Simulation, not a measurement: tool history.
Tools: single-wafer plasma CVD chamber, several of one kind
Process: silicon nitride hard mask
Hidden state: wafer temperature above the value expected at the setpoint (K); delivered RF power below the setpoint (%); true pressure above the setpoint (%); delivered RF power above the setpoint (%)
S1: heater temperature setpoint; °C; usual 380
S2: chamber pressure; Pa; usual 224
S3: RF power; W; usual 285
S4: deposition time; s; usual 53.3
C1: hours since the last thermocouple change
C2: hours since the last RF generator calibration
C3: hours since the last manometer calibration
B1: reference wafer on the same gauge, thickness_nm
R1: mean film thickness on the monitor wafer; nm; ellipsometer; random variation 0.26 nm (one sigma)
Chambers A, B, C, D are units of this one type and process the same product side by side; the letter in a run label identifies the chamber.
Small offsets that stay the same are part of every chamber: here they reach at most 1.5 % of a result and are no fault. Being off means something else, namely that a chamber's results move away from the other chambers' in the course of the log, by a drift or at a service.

run	hour	S1	S2	S3	S4	C1	C2	C3	B1	R1
1C	6.5	380	224	285	53.3	944.3	747.7	1274.5	68.922	59.999
2A	13.8	380	224	285	53.3	27.5	1686.8	722.4	68.917	60.694
3D	19	380	224	285	53.3	74.1	1159.8	286.2	68.833	61.628
4B	27.8	380	224	285	53.3	623.9	269.6	195.6	68.82	61.245
5C	36.2	380	224	285	53.3	974	777.4	1304.2	68.937	60.235
6D	41.3	380	224	285	53.3	96.4	1182.1	308.5	68.888	61.461
7A	47	380	224	285	53.3	60.7	1720	755.6	68.951	60.326
8B	55.4	380	224	285	53.3	651.5	297.2	223.2	68.895	60.908
9C	61.2	380	224	285	53.3	999	802.4	1329.2	68.891	60.192
10A	66.4	380	224	285	53.3	80.1	1739.4	775	68.869	60.726
11D	70.6	380	224	285	53.3	125.7	1211.4	337.8	68.866	61.31
12B	76.6	380	224	285	53.3	672.7	318.4	244.4	68.974	60.707
13A	82	380	224	285	53.3	95.7	1755	790.6	68.85	60.751
14B	87.6	380	224	285	53.3	683.7	329.4	255.4	68.886	60.886
15D	92.5	380	224	285	53.3	147.6	1233.3	359.7	68.846	61.403
16C	96.9	380	224	285	53.3	1034.7	838.1	1364.9	68.835	60.068
17B	101	389	269	285	53.3	697.1	342.8	268.8	68.882	63.601
18C	105	389	269	285	53.3	1042.8	846.2	1373	68.964	63.38
19A	114.1	389	269	285	53.3	127.8	1787.1	822.7	69	62.973
20D	121.9	389	269	285	53.3	177	1262.7	389.1	68.951	63.839
21D	127.1	380	224	285	53.3	182.2	1267.9	394.3	68.943	61.73
22A	133.9	380	224	285	53.3	147.6	1806.9	842.5	68.891	60.296
23C	139.6	380	224	285	53.3	1077.4	880.8	1407.6	68.914	60.053
24B	146.4	380	243	285	45.1	742.5	388.2	314.2	68.926	52.931
25C	150.5	380	243	285	45.1	1088.3	891.7	1418.5	68.909	52.136
26A	154.9	380	243	285	45.1	168.6	1827.9	863.5	68.886	52.418
27D	160.1	380	243	285	45.1	215.2	1300.9	427.3	68.818	52.803
28B	165.9	380	224	285	53.3	762	407.7	333.7	68.862	61.052
29D	173.7	380	224	285	53.3	228.8	1314.5	440.9	68.908	60.966
30A	180.8	380	224	285	53.3	194.5	1853.8	889.4	68.911	60.617
31C	186.2	380	224	285	53.3	1124	927.4	1454.2	68.937	60.305
32B	190.8	380	224	285	53.3	786.9	432.6	358.6	68.955	61.082
33D	199.3	380	224	285	53.3	254.4	1340.1	466.5	68.916	61.408
34B	207.9	380	224	285	53.3	804	449.7	375.7	68.852	60.502
35C	213.2	380	224	285	53.3	1151	954.4	1481.2	68.928	60.57

Predict what each chamber gives when all 4 of them run the settings below next.
36A	219.7	380	224	285	47.6					?
36B	219.7	380	224	285	47.6					?
36C	219.7	380	224	285	47.6					?
36D	219.7	380	224	285	47.6					?

run	R1
36A	54.223
36B	54.385
36C	53.714
36D	54.729
